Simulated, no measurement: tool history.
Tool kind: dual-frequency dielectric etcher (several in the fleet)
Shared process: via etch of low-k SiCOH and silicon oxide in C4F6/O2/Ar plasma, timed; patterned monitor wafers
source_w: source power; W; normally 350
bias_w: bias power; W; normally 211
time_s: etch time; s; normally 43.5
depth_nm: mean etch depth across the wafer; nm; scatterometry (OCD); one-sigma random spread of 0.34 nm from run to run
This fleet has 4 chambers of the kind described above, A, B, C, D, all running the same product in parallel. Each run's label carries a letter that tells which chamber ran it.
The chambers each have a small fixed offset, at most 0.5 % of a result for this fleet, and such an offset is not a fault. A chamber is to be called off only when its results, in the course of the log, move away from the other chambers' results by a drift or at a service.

| run | day | source_w | bias_w | time_s | read-back reference wafer on the same gauge, depth_nm | depth_nm |
|---|---|---|---|---|---|---|
| 1B | 0.538 | 350 | 211 | 43.5 | 91.936 | 112.930 |
| 2A | 1.017 | 350 | 211 | 43.5 | 91.988 | 114.290 |
| 3C | 1.296 | 350 | 211 | 43.5 | 92.019 | 113.080 |
| 4D | 1.729 | 350 | 211 | 43.5 | 92.024 | 112.540 |
|  | 1.979 | chamber B: wet clean of the chamber |
| 5C | 2.317 | 350 | 211 | 31.0 | 92.041 | 80.910 |
| 6B | 2.758 | 350 | 211 | 31.0 | 92.046 | 80.778 |
| 7D | 3.375 | 350 | 211 | 31.0 | 91.939 | 80.386 |
| 8A | 3.858 | 350 | 211 | 31.0 | 91.968 | 81.025 |
| 9D | 4.171 | 350 | 211 | 43.5 | 91.918 | 113.310 |
| 10C | 4.583 | 350 | 211 | 43.5 | 91.977 | 113.570 |
| 11A | 5.142 | 350 | 211 | 43.5 | 91.925 | 113.220 |
|  | 5.288 | chamber D: wet clean of the chamber |
| 12B | 5.533 | 350 | 211 | 43.5 | 92.017 | 113.490 |
| 13D | 5.862 | 350 | 211 | 43.5 | 92.010 | 113.100 |
| 14C | 6.346 | 350 | 211 | 43.5 | 92.002 | 113.190 |
| 15B | 6.904 | 350 | 211 | 43.5 | 92.027 | 113.380 |
| 16A | 7.204 | 350 | 211 | 43.5 | 92.058 | 114.390 |
| 17A | 7.529 | 350 | 211 | 39.5 | 92.066 | 103.060 |
| 18B | 8.138 | 350 | 211 | 39.5 | 92.010 | 102.820 |
| 19C | 8.717 | 350 | 211 | 39.5 | 91.998 | 103.040 |
| 20D | 9.171 | 350 | 211 | 39.5 | 92.022 | 102.260 |
|  | 9.638 | chamber A: wet clean of the chamber |
| 21B | 9.738 | 350 | 211 | 43.5 | 92.020 | 113.570 |
| 22A | 10.308 | 350 | 211 | 43.5 | 92.035 | 114.630 |
| 23D | 10.900 | 350 | 211 | 43.5 | 91.962 | 112.790 |
|  | 11.108 | chamber A: bias power generator calibrated |
| 24C | 11.283 | 350 | 211 | 43.5 | 92.071 | 113.350 |
| 25B | 11.692 | 350 | 211 | 43.5 | 92.006 | 113.710 |
| 26A | 12.196 | 350 | 211 | 43.5 | 91.948 | 113.530 |
| 27D | 12.612 | 350 | 211 | 43.5 | 91.968 | 113.270 |
| 28C | 13.092 | 350 | 211 | 43.5 | 92.052 | 113.410 |
| 29D | 13.454 | 350 | 211 | 43.5 | 92.026 | 112.460 |
| 30B | 14.079 | 350 | 211 | 43.5 | 92.001 | 113.110 |
| 31A | 14.475 | 300 | 186 | 43.5 | 92.013 | 103.200 |
| 32C | 15.000 | 300 | 186 | 43.5 | 91.977 | 103.210 |
| 33D | 15.438 | 300 | 186 | 43.5 | 92.001 | 101.870 |
| 34A | 15.788 | 300 | 186 | 43.5 | 91.921 | 102.650 |
| 35C | 16.358 | 350 | 211 | 43.5 | 92.008 | 113.080 |
| 36B | 16.788 | 350 | 211 | 43.5 | 91.944 | 113.550 |
| 37D | 17.321 | 350 | 211 | 43.5 | 91.944 | 112.870 |

Read the log: is a single chamber off, either drifting away or since a service, is the gauge that measures every chamber drifting, or is nothing wrong beyond small per-chamber offsets? Name any odd chamber and what most likely caused it.

Neither any chamber nor the gauge drifts; the chambers differ only by their own small, steady offsets.
